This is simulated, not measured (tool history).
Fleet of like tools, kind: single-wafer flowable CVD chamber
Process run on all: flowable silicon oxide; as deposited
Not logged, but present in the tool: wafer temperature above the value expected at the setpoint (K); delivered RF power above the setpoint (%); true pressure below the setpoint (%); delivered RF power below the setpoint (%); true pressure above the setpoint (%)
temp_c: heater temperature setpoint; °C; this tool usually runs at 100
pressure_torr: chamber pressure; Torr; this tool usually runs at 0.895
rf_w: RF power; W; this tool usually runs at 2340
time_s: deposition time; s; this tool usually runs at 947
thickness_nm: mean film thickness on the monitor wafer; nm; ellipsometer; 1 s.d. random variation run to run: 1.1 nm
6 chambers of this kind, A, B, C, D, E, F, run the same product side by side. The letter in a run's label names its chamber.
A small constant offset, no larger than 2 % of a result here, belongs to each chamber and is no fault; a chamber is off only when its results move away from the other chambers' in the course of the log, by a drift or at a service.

run,day,temp_c,pressure_torr,rf_w,time_s,hours since the last thermocouple change,hours since the last RF generator calibration,hours since the last manometer calibration,"read-back reference wafer on the same gauge, thickness_nm",thickness_nm
1C,0.412,100,0.895,2340,947,2048.1,363.1,2246.2,674.95,693.01
2B,0.938,100,0.895,2340,947,295.9,617.6,1516.8,675.14,677.11
3A,1.233,100,0.895,2340,947,529.4,401.0,58.8,675.42,690.61
4F,1.621,100,0.895,2340,947,1037.1,59.5,1629.1,675.21,681.86
5E,2.092,100,0.895,2340,947,1101.2,1024.9,526.4,675.30,677.08
6D,2.588,100,0.895,2340,947,1030.1,967.3,181.2,675.60,686.23
7B,2.871,100,0.895,2340,947,342.3,664.0,1563.2,676.09,677.31
8C,3.167,100,0.895,2340,947,2114.2,429.2,2312.3,675.84,694.21
9A,3.546,100,0.895,2340,947,584.9,456.5,114.3,675.99,691.68
10F,4.104,100,0.895,2340,947,1096.7,119.1,1688.7,676.24,681.14
11E,4.396,100,0.895,2340,947,1156.5,1080.2,581.7,676.16,675.74
12D,4.762,100,0.895,2340,947,1082.3,1019.5,233.4,676.47,686.34
13B,5.062,100,0.895,2340,947,394.9,716.6,1615.8,676.18,677.97
14C,5.550,100,0.895,2340,947,2171.4,486.4,2369.5,676.15,692.69
15E,6.017,100,0.895,2340,947,1195.4,1119.1,620.6,676.59,678.32
16F,6.354,100,0.895,2340,947,1150.7,173.1,1742.7,676.70,680.78
17A,6.746,104,1.056,2340,947,661.7,533.3,191.1,677.05,746.48
18D,7.196,104,1.056,2340,947,1140.7,1077.9,291.8,676.63,732.85
19A,7.479,104,1.056,2340,947,679.3,550.9,208.7,676.86,743.81
20E,7.892,104,1.056,2340,947,1240.4,1164.1,665.6,676.96,723.89
21C,8.250,104,1.056,2340,947,2236.2,551.2,2434.3,677.19,741.24
22D,8.654,104,1.056,2340,947,1175.7,1112.9,326.8,677.16,731.24
23F,8.958,100,0.895,2340,947,1213.2,235.6,1805.2,677.25,680.60
24B,9.292,100,0.895,2340,947,496.4,818.1,1717.3,677.38,680.94
25C,9.608,100,0.895,2340,947,2268.8,583.8,2466.9,677.43,696.35
# day 9.738: chamber C: capacitance manometer re-zeroed and calibrated
26D,9.917,100,0.895,2340,947,1206.0,1143.2,357.1,677.63,687.46
27A,10.396,100,0.895,2340,947,749.3,620.9,278.7,677.71,692.80
28F,10.854,100,0.895,2340,947,1258.7,281.1,1850.7,677.67,681.18
29E,11.254,93,0.895,2340,947,1321.1,1244.8,746.3,678.04,854.78
30B,11.850,93,0.895,2340,947,557.8,879.5,1778.7,677.88,853.87
31C,12.462,93,0.895,2340,947,2337.3,652.3,65.4,678.16,879.98
32A,13.067,93,0.895,2340,947,813.4,685.0,342.8,678.38,870.15
33E,13.554,93,0.895,2340,947,1376.3,1300.0,801.5,678.57,857.28
34B,14.112,93,0.895,2340,947,612.1,933.8,1833.0,678.54,855.75
35D,14.638,100,0.895,2340,947,1319.3,1256.5,470.4,678.78,690.18
36F,15.083,100,0.895,2340,947,1360.2,382.6,1952.2,678.83,684.56
37E,15.375,100,0.895,2340,947,1420.0,1343.7,845.2,678.97,679.56
38A,15.808,100,0.895,2340,947,879.2,750.8,408.6,679.29,695.00
39B,16.438,100,0.895,2340,947,667.9,989.6,1888.8,679.14,683.68

All 6 chambers run these settings next. Forecast each chamber's results:
40A,16.892,100,0.895,2340,947,,,,,?
40B,16.892,100,0.895,2340,947,,,,,?
40C,16.892,100,0.895,2340,947,,,,,?
40D,16.892,100,0.895,2340,947,,,,,?
40E,16.892,100,0.895,2340,947,,,,,?
40F,16.892,100,0.895,2340,947,,,,,?

run,thickness_nm
40A,694.04
40B,684.38
40C,699.14
40D,689.91
40E,680.64
40F,686.23

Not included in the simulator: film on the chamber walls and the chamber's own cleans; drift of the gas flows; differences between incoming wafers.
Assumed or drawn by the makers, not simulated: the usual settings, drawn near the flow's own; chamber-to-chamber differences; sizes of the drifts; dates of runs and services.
